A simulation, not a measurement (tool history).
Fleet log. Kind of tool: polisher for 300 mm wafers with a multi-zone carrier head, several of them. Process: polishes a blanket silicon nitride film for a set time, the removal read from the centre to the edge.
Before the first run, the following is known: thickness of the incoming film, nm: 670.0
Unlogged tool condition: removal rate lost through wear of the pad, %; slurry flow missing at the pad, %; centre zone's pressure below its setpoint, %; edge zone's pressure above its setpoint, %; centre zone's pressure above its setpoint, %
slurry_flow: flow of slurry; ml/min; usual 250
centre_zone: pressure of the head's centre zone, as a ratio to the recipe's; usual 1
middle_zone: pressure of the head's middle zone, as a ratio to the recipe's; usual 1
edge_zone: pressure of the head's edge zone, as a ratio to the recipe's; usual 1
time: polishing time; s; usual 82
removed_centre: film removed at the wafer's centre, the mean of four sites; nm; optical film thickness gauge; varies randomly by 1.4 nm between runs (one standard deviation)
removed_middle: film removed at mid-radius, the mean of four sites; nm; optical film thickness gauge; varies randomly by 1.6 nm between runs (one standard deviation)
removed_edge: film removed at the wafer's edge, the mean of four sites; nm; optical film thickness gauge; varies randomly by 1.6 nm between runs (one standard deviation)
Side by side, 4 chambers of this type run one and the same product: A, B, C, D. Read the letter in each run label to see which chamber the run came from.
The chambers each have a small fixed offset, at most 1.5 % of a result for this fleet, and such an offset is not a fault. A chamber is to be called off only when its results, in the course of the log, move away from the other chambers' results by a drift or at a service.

run	hour	slurry_flow	centre_zone	middle_zone	edge_zone	time	wafers polished on this pad	hours since the slurry nozzle was cleaned	hours since the centre zone pressure was calibrated	hours since the edge zone pressure was calibrated	removed_centre	removed_middle	removed_edge
1D	9.1	250	1	1	1	82	593	627	363.6	449.6	138.39	138.79	138.82
2B	21.6	250	1	1	1	82	586	583.1	1071.7	1030.7	138.25	136.99	137.27
3A	33.3	250	1	1	1	82	841	65.5	1178.2	1277.1	137.69	137.95	135.61
4C	43.9	250	1	1	1	82	565	92.2	94.4	684.6	138.76	137.76	136.03
5C	53.4	250	1	1	1	82	619	101.7	103.9	694.1	140.09	137.15	135.46
# hour 55.5: chamber D: worn pad replaced by a new one
# hour 56.7: chamber A: worn pad replaced by a new one
6D	64.5	250	1	1	1	82	51	682.4	419	505	138.42	139.01	137.32
7A	72.4	250	1	1	1	82	89	104.6	1217.3	1316.2	139.28	138.45	137.05
8B	84.6	250	1	1	1	82	945	646.1	1134.7	1093.7	137.39	141.14	139.16
9A	93.5	250	1	1	1	82	209	125.7	1238.4	1337.3	139.83	136.24	138.65
# hour 96.6: chamber A: centre zone pressure recalibrated
10B	101.2	250	1	1	1	82	1039	662.7	1151.3	1110.3	138.43	141.26	139.82
11D	111.6	250	1	1	1	82	319	729.5	466.1	552.1	137.04	136.71	137.27
12C	122	250	1	1	1	82	1010	170.3	172.5	762.7	138.66	137.52	135.5
# hour 127.2: chamber B: slurry nozzle cleaned
13A	128.9	250	1	1	1	82	411	161.1	32.4	1372.7	137.95	136.92	137.02
# hour 134.3: chamber A: edge zone pressure recalibrated
# hour 138.3: chamber D: centre zone pressure recalibrated
14B	140.4	250	1	1	1	82	1262	13.3	1190.5	1149.5	135.49	137.03	135.94
# hour 150.9: chamber C: worn pad replaced by a new one
# hour 151.1: chamber B: worn pad replaced by a new one
15C	152.1	250	1	1	1	82	6	200.4	202.6	792.8	138.48	138.86	135.31
16D	166.4	250	1	1	1	82	631	784.3	28.1	606.9	138.02	138.96	136.02
# hour 167.3: chamber D: slurry nozzle cleaned
# hour 172.5: chamber C: slurry nozzle cleaned
# hour 173.7: chamber B: edge zone pressure recalibrated
17D	176.7	250	1	1	1	82	689	9.5	38.4	617.2	138.55	140.45	140.67
18A	191.5	250	1	1	1	82	767	223.7	95	57.3	139.82	142.4	135.08
# hour 196.3: chamber A: worn pad replaced by a new one
19C	198.8	250	1	1	1	82	272	26.4	249.3	839.5	139.04	136.75	136.73
20B	212.6	195	1	1	1	82	350	85.5	1262.7	39	135.6	134.87	134.89
# hour 221.3: chamber B: centre zone pressure recalibrated
21C	226.2	195	1	1	1	82	428	53.8	276.7	866.9	133.54	132.68	132.62
# hour 236.1: chamber D: worn pad replaced by a new one
22B	236.9	195	1	1	1	82	488	109.8	15.7	63.3	130.55	133.92	133.34
23D	251.9	195	1	1	1	82	90	84.7	113.6	692.4	131.25	134.9	131.6
24A	267	250	1	1	1	82	402	299.2	170.5	132.8	138.84	138.9	137.85
25C	282.1	250	1	1	1	82	746	109.7	332.6	922.8	138.04	140.5	136.85
26B	291.6	250	1	1	1	82	799	164.5	70.4	118	137.07	140.85	136.15
27A	301.8	250	1	1	1	82	600	334	205.3	167.6	141.09	138.79	136.93
28D	314.4	250	1	1	1	82	445	147.2	176.1	754.9	140.66	139.57	133.81
29B	329.2	250	1	1	1	82	1013	202.1	108	155.6	135.03	139.12	137.87
# hour 329.9: chamber C: worn pad replaced by a new one
# hour 332.2: chamber A: worn pad replaced by a new one
30D	340.3	335	1	1.11	1	82	593	173.1	202	780.8	140.05	157.28	137.71
31C	349.1	335	1	1.11	1	82	109	176.7	399.6	989.8	144.97	155.14	141.86
32A	357.4	335	1	1.11	1	82	143	389.6	260.9	223.2	143.03	156.23	141.42
33C	368.7	335	1	1.11	1	82	220	196.3	419.2	1009.4	144.13	155.11	138.76
34A	382.8	335	1	1	1	82	288	415	286.3	248.6	143.5	143.55	142.22
# hour 394.8: chamber C: slurry nozzle cleaned
35B	395	335	1	1	1	82	1388	267.9	173.8	221.4	142.66	139.2	139.01
36D	404.6	335	1	1	1	82	959	237.4	266.3	845.1	142.42	142.73	141.92
# hour 410.4: chamber B: worn pad replaced by a new one
37B	411.7	335	1	1	1	82	7	284.6	190.5	238.1	143.95	140.26	139.12
38C	419.9	250	1	1	1	82	512	25.1	470.4	1060.6	139.78	137.91	137.98
# hour 428.1: chamber D: worn pad replaced by a new one
39A	431	250	1	1	1	82	562	463.2	334.5	296.8	140.17	136.71	136.39
40D	444.5	250	1	1	1	82	93	277.3	306.2	885	141.84	138.88	138.38
41A	457.7	250	1	1	1	82	714	489.9	361.2	323.5	134.68	139.58	137.2
42D	466.9	250	1	1	1	82	220	299.7	328.6	907.4	140.45	137.56	136.9
43B	482	200	1	1	1	82	407	354.9	260.8	308.4	133.58	135.9	134.29

Has any chamber moved away from the others, gradually or after a service, or does the common gauge drift, or do the chambers differ only by their own small steady offsets? State the chamber and the most likely cause if one applies.

Neither any chamber nor the gauge drifts; the chambers differ only by their own small, steady offsets.
